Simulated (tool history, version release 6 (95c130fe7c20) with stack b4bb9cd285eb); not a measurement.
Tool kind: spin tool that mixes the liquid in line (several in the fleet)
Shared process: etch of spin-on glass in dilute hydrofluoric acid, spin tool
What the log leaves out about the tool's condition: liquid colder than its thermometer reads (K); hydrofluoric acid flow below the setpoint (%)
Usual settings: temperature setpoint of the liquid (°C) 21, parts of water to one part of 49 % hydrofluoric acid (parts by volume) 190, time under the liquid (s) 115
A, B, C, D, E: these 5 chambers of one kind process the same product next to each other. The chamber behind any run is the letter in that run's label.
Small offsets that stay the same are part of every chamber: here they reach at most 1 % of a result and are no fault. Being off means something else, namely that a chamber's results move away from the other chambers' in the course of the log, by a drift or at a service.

run,hour,temperature setpoint of the liquid (°C),parts of water to one part of 49 % hydrofluoric acid (parts by volume),time under the liquid (s),hours since the thermometer was replaced,hours since the hydrofluoric acid flow meter was replaced,"read-back film thickness of the spin-on glass reference wafer, read on the same gauge (nm)",thickness taken off the spin-on glass on a monitor wafer (angstrom)
1A,12.9,21,190,115,2613.5,536.2,60.019,185.91
2D,22.5,21,190,115,235.9,1175.3,59.979,188.72
3B,33.5,21,190,115,51.1,453.7,60.020,187.11
4E,48.0,21,190,115,593.1,1215.5,59.983,186.12
5C,62.8,21,190,115,524.7,326.9,60.018,188.21
6C,75.1,21,190,115,537.0,339.2,59.984,187.72
7A,84.0,21,190,115,2684.6,607.3,60.002,186.10
8B,98.5,21,190,115,116.1,518.7,59.998,187.30
9E,111.1,21,190,115,656.2,1278.6,60.049,186.24
10D,120.1,21,190,115,333.5,1272.9,59.985,188.16
11D,131.5,21,190,115,344.9,1284.3,59.987,187.41
12A,146.1,21,190,115,2746.7,669.4,59.936,186.20
13B,152.8,21,190,115,170.4,573.0,59.977,187.59
# hour 160.8: chamber B: hydrofluoric acid flow meter replaced
# hour 163.8: chamber E: thermometer replaced
14E,167.4,21,190,65,3.7,1334.9,59.955,104.63
15C,178.6,21,190,65,640.5,442.7,59.981,104.90
# hour 187.4: chamber D: hydrofluoric acid flow meter replaced
16D,190.7,21,190,65,404.1,3.3,60.017,105.91
17E,200.2,21,190,65,36.5,1367.7,59.962,104.66
18A,207.6,21,190,65,2808.2,730.9,60.040,105.21
19B,216.1,21,190,115,233.7,55.3,59.985,186.45
20C,229.6,21,190,115,691.5,493.7,59.995,183.38
21D,238.2,21,190,115,451.6,50.8,60.001,186.83
22C,249.5,21,190,115,711.4,513.6,59.979,184.40
23A,256.5,21,190,115,2857.1,779.8,59.983,186.43
24B,267.5,21,190,115,285.1,106.7,59.998,186.84
25E,280.6,21,190,115,116.9,1448.1,59.980,185.41
26B,287.2,21,190,115,304.8,126.4,59.945,187.28
27E,302.0,21,190,115,138.3,1469.5,60.029,184.74
28A,311.9,21,190,115,2912.5,835.2,60.014,185.91
29D,325.3,21,245,180,538.7,137.9,59.998,215.68
# hour 329.8: chamber A: thermometer replaced
30C,338.3,21,245,180,800.2,602.4,60.023,205.04
31E,350.7,21,245,180,187.0,1518.2,60.013,214.35
32B,365.4,21,245,180,383.0,204.6,60.020,216.16
33C,376.5,21,245,180,838.4,640.6,59.979,203.72
34A,383.8,21,190,115,54.0,907.1,59.956,184.31
35D,394.1,21,190,115,607.5,206.7,59.983,186.33

Is one chamber out of step, is the gauge drifting, or do the chambers differ by no more than their own small offsets? For an off chamber, give its letter and the likeliest cause.

It is chamber C that slowly wanders off from its peers.
Likeliest cause: hydrofluoric acid flow below the setpoint (%) = 4.28.
The log may not tell that from: liquid colder than its thermometer reads (K).

Chamber C could run next with any of the 4 candidate recipes listed below; each alters the usual settings, and their results appear as question marks. Which one brings its results back in line with what the other chambers deliver on the usual settings?
Counts as in line when no further than this from what the other chambers average on the usual settings: thickness taken off the spin-on glass on a monitor wafer (angstrom) 2.80
36C-1,404.9,20.5,190,115,,,,?
36C-2,404.9,21.5,190,115,,,,?
36C-3,404.9,21.0,190,120,,,,?
36C-4,404.9,21.0,190,110,,,,?

The mean the other chambers reach with the usual settings: thickness taken off the spin-on glass on a monitor wafer (angstrom) 186.72
run,thickness taken off the spin-on glass on a monitor wafer (angstrom)
36C-1,174.58
36C-2,181.52
36C-3,185.77
36C-4,170.29
36C-3 puts the chamber back in line with the other chambers.
